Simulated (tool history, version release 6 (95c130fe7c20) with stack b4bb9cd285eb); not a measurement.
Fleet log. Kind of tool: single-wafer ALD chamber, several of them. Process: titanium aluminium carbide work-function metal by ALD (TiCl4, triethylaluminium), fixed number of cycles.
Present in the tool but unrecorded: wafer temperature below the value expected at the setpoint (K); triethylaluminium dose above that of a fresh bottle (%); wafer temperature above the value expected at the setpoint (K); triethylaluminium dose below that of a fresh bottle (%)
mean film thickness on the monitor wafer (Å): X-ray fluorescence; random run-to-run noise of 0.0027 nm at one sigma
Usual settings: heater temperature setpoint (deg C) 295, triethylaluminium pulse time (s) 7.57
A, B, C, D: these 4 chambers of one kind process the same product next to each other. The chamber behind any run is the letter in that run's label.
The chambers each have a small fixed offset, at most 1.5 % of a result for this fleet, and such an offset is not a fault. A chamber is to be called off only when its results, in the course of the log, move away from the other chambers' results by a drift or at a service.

| run | day | heater temperature setpoint (deg C) | triethylaluminium pulse time (s) | hours since the last thermocouple change | hours since the last triethylaluminium bottle change | read-back reference wafer on the same gauge, thickness_nm | mean film thickness on the monitor wafer (Å) |
|---|---|---|---|---|---|---|---|
| 1C | 0.35 | 295 | 7.57 | 1345.2 | 444.3 | 2.1688 | 18.718 |
| 2A | 0.821 | 295 | 7.57 | 687.1 | 1375.4 | 2.1695 | 18.93 |
| 3B | 1.167 | 295 | 7.57 | 1325.5 | 319.9 | 2.1687 | 18.635 |
| 4D | 1.808 | 295 | 7.57 | 102.7 | 510.8 | 2.1684 | 18.8 |
| 5D | 2.2 | 295 | 7.57 | 112.1 | 520.2 | 2.1678 | 18.821 |
| 6A | 2.742 | 295 | 7.57 | 733.2 | 1421.5 | 2.1674 | 18.927 |
| 7B | 3.229 | 295 | 7.57 | 1375 | 369.4 | 2.1667 | 18.544 |
| 8C | 3.846 | 295 | 7.57 | 1429.1 | 528.2 | 2.1663 | 18.694 |
| 9C | 4.275 | 295 | 7.57 | 1439.4 | 538.5 | 2.1661 | 18.741 |
| 10A | 4.567 | 295 | 7.57 | 777 | 1465.3 | 2.1655 | 18.947 |
| 11D | 5.092 | 295 | 7.57 | 181.5 | 589.6 | 2.1653 | 18.776 |
|  | 5.229 | chamber A: triethylaluminium bottle replaced |
| 12B | 5.488 | 295 | 7.57 | 1429.2 | 423.6 | 2.1646 | 18.625 |
| 13C | 6.104 | 295 | 7.57 | 1483.3 | 582.4 | 2.1646 | 18.703 |
| 14A | 6.746 | 295 | 7.57 | 829.3 | 36.4 | 2.1642 | 18.869 |
| 15D | 7.204 | 295 | 7.57 | 232.2 | 640.3 | 2.1633 | 18.749 |
| 16B | 7.817 | 295 | 7.57 | 1485.1 | 479.5 | 2.1624 | 18.544 |
| 17D | 8.275 | 295 | 7.57 | 257.9 | 666 | 2.1617 | 18.766 |
| 18B | 8.638 | 295 | 7.57 | 1504.8 | 499.2 | 2.1623 | 18.547 |
|  | 8.821 | chamber B: triethylaluminium bottle replaced |
| 19C | 9.15 | 295 | 7.57 | 1556.4 | 655.5 | 2.1609 | 18.71 |
| 20A | 9.542 | 295 | 7.57 | 896.4 | 103.5 | 2.1608 | 18.863 |
| 21C | 10.121 | 305 | 9.24 | 1579.7 | 678.8 | 2.1606 | 20.237 |
| 22B | 10.542 | 305 | 9.24 | 1550.5 | 41.3 | 2.1603 | 20.096 |
| 23D | 11.083 | 305 | 9.24 | 325.3 | 733.4 | 2.1592 | 20.216 |
| 24A | 11.425 | 305 | 9.24 | 941.6 | 148.7 | 2.1595 | 20.328 |
| 25C | 12.029 | 295 | 7.57 | 1625.5 | 724.6 | 2.1578 | 18.656 |
| 26D | 12.396 | 295 | 7.57 | 356.8 | 764.9 | 2.158 | 18.721 |
| 27A | 12.846 | 295 | 7.57 | 975.7 | 182.8 | 2.1579 | 18.835 |
| 28B | 13.154 | 295 | 7.57 | 1613.2 | 104 | 2.1571 | 18.535 |

For the next run the whole fleet of 4 chambers uses the same settings. Give each chamber's results:
| 29A | 13.617 | 295 | 7.57 |  |  |  | ? |
| 29B | 13.617 | 295 | 7.57 |  |  |  | ? |
| 29C | 13.617 | 295 | 7.57 |  |  |  | ? |
| 29D | 13.617 | 295 | 7.57 |  |  |  | ? |

| run | mean film thickness on the monitor wafer (Å) |
|---|---|
| 29A | 18.841 |
| 29B | 18.528 |
| 29C | 18.647 |
| 29D | 18.705 |
